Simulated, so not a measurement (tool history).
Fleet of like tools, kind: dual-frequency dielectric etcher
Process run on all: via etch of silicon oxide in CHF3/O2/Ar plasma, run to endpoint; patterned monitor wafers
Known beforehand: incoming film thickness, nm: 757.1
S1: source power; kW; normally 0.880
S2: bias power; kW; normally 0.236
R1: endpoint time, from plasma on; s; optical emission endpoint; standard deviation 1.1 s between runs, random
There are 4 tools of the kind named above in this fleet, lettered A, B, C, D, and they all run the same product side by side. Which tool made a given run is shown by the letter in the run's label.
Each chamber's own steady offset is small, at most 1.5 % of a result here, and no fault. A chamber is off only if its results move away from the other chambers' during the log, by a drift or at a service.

| run | hour | S1 | S2 | R1 |
|---|---|---|---|---|
| 1A | 4.1 | 0.880 | 0.236 | 303.59 |
| 2D | 9.1 | 0.880 | 0.236 | 300.74 |
| 3C | 14.9 | 0.880 | 0.236 | 298.36 |
| 4B | 22.1 | 0.880 | 0.236 | 304.27 |
| 5D | 26.4 | 0.880 | 0.236 | 301.08 |
| 6C | 31.0 | 0.950 | 0.212 | 299.15 |
| 7B | 37.8 | 0.950 | 0.212 | 305.54 |
| 8A | 42.0 | 0.950 | 0.212 | 305.54 |
| 9C | 48.7 | 0.950 | 0.212 | 301.10 |
| 10D | 56.4 | 0.820 | 0.272 | 291.92 |
| 11A | 63.1 | 0.820 | 0.272 | 295.35 |
| 12B | 69.1 | 0.820 | 0.272 | 295.85 |
| 13B | 74.9 | 0.820 | 0.272 | 296.68 |
| 14D | 78.8 | 0.880 | 0.236 | 300.36 |
|  | 83.8 | chamber C: wet clean of the chamber |
| 15C | 85.3 | 0.880 | 0.236 | 298.22 |
| 16A | 93.1 | 0.880 | 0.236 | 305.00 |
| 17D | 101.0 | 0.880 | 0.236 | 300.06 |
| 18C | 109.1 | 0.880 | 0.236 | 298.41 |
| 19A | 116.3 | 0.880 | 0.236 | 304.77 |
| 20B | 122.4 | 0.880 | 0.236 | 303.94 |
| 21A | 126.2 | 0.880 | 0.236 | 304.14 |
| 22B | 133.6 | 0.880 | 0.236 | 303.75 |
| 23C | 139.9 | 0.880 | 0.236 | 298.90 |
| 24D | 144.5 | 0.880 | 0.236 | 299.64 |
| 25D | 152.2 | 0.880 | 0.236 | 299.99 |
| 26B | 158.3 | 0.880 | 0.236 | 304.84 |
|  | 163.7 | chamber B: wet clean of the chamber |
| 27C | 166.1 | 0.880 | 0.236 | 298.74 |
| 28A | 173.7 | 0.950 | 0.294 | 273.19 |
| 29C | 178.8 | 0.950 | 0.294 | 266.79 |
| 30A | 185.5 | 0.950 | 0.294 | 272.21 |
| 31B | 191.7 | 0.950 | 0.294 | 271.85 |
| 32D | 198.4 | 0.880 | 0.236 | 299.05 |
| 33A | 204.2 | 0.880 | 0.236 | 303.55 |
| 34B | 210.3 | 0.670 | 0.280 | 317.81 |
| 35D | 217.2 | 0.670 | 0.280 | 314.02 |
| 36C | 224.8 | 0.670 | 0.280 | 311.00 |
| 37D | 230.3 | 0.670 | 0.280 | 316.38 |
| 38C | 236.4 | 0.880 | 0.236 | 297.21 |

Is one chamber out of step, is the gauge drifting, or do the chambers differ by no more than their own small offsets? For an off chamber, give its letter and the likeliest cause.

Neither any chamber nor the gauge drifts; the chambers differ only by their own small, steady offsets.
